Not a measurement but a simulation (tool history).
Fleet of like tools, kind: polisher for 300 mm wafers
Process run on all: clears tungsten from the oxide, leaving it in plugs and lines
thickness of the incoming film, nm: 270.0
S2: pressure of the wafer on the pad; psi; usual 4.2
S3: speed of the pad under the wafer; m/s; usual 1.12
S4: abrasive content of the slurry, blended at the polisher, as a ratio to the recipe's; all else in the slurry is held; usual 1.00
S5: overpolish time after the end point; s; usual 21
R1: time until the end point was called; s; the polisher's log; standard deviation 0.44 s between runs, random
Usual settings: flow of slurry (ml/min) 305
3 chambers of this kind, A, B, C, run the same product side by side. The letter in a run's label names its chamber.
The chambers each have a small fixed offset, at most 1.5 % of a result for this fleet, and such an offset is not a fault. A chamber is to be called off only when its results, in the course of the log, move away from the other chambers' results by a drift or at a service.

-- hour=6.0 chamber B: slurry tank refilled with fresh slurry and peroxide
run 1B hour=7.6 | flow_of_slurry_(ml/min)=305 S2=4.2 S3=1.12 S4=1.00 S5=21 | R1=49.862
run 2A hour=12.7 | flow_of_slurry_(ml/min)=305 S2=4.2 S3=1.12 S4=1.00 S5=21 | R1=49.180
run 3C hour=19.9 | flow_of_slurry_(ml/min)=305 S2=4.2 S3=1.12 S4=1.00 S5=21 | R1=47.681
-- hour=21.8 chamber B: worn pad replaced by a new one
run 4A hour=26.8 | flow_of_slurry_(ml/min)=305 S2=4.2 S3=1.12 S4=1.00 S5=21 | R1=49.041
run 5B hour=33.6 | flow_of_slurry_(ml/min)=305 S2=4.2 S3=1.12 S4=1.00 S5=21 | R1=48.967
-- hour=34.1 chamber A: slurry blender recalibrated
run 6C hour=39.2 | flow_of_slurry_(ml/min)=305 S2=4.2 S3=1.12 S4=1.00 S5=21 | R1=48.021
run 7C hour=46.0 | flow_of_slurry_(ml/min)=305 S2=4.2 S3=1.12 S4=1.00 S5=21 | R1=47.798
-- hour=50.8 chamber C: head pressure recalibrated
run 8A hour=51.1 | flow_of_slurry_(ml/min)=305 S2=4.2 S3=1.28 S4=1.00 S5=21 | R1=42.887
run 9B hour=56.4 | flow_of_slurry_(ml/min)=305 S2=4.2 S3=1.28 S4=1.00 S5=21 | R1=42.649
-- hour=57.4 chamber A: worn pad replaced by a new one
-- hour=62.1 chamber C: slurry nozzle cleaned
run 10A hour=62.8 | flow_of_slurry_(ml/min)=305 S2=4.2 S3=1.28 S4=1.00 S5=21 | R1=42.451
-- hour=64.4 chamber A: slurry tank refilled with fresh slurry and peroxide
run 11C hour=68.6 | flow_of_slurry_(ml/min)=305 S2=4.2 S3=1.12 S4=1.00 S5=21 | R1=52.750
-- hour=71.9 chamber B: worn pad replaced by a new one
run 12B hour=76.0 | flow_of_slurry_(ml/min)=305 S2=4.2 S3=1.12 S4=1.00 S5=29 | R1=49.687
run 13C hour=83.7 | flow_of_slurry_(ml/min)=305 S2=4.2 S3=1.12 S4=1.00 S5=29 | R1=53.768
run 14B hour=90.7 | flow_of_slurry_(ml/min)=305 S2=4.2 S3=1.12 S4=1.00 S5=29 | R1=49.175
-- hour=90.9 chamber C: worn pad replaced by a new one
run 15A hour=94.5 | flow_of_slurry_(ml/min)=305 S2=4.2 S3=1.12 S4=1.00 S5=21 | R1=48.604
run 16C hour=100.0 | flow_of_slurry_(ml/min)=305 S2=4.2 S3=1.12 S4=1.00 S5=21 | R1=53.611
-- hour=103.5 chamber B: slurry nozzle cleaned
run 17A hour=105.6 | flow_of_slurry_(ml/min)=305 S2=4.2 S3=1.12 S4=1.00 S5=21 | R1=48.582
-- hour=106.0 chamber A: worn pad replaced by a new one
run 18B hour=109.5 | flow_of_slurry_(ml/min)=305 S2=4.2 S3=1.12 S4=1.00 S5=21 | R1=49.666
run 19A hour=117.4 | flow_of_slurry_(ml/min)=305 S2=4.2 S3=1.12 S4=1.00 S5=21 | R1=48.359
-- hour=120.5 chamber B: worn pad replaced by a new one
run 20B hour=122.2 | flow_of_slurry_(ml/min)=305 S2=4.2 S3=1.12 S4=1.00 S5=21 | R1=49.146

All 3 chambers run these settings next. Forecast each chamber's results:
run 21A hour=127.8 | flow_of_slurry_(ml/min)=305 S2=4.2 S3=1.12 S4=1.25 S5=21 | R1=?
run 21B hour=127.8 | flow_of_slurry_(ml/min)=305 S2=4.2 S3=1.12 S4=1.25 S5=21 | R1=?
run 21C hour=127.8 | flow_of_slurry_(ml/min)=305 S2=4.2 S3=1.12 S4=1.25 S5=21 | R1=?

run=21A R1=45.777
run=21B R1=46.724
run=21C R1=49.382
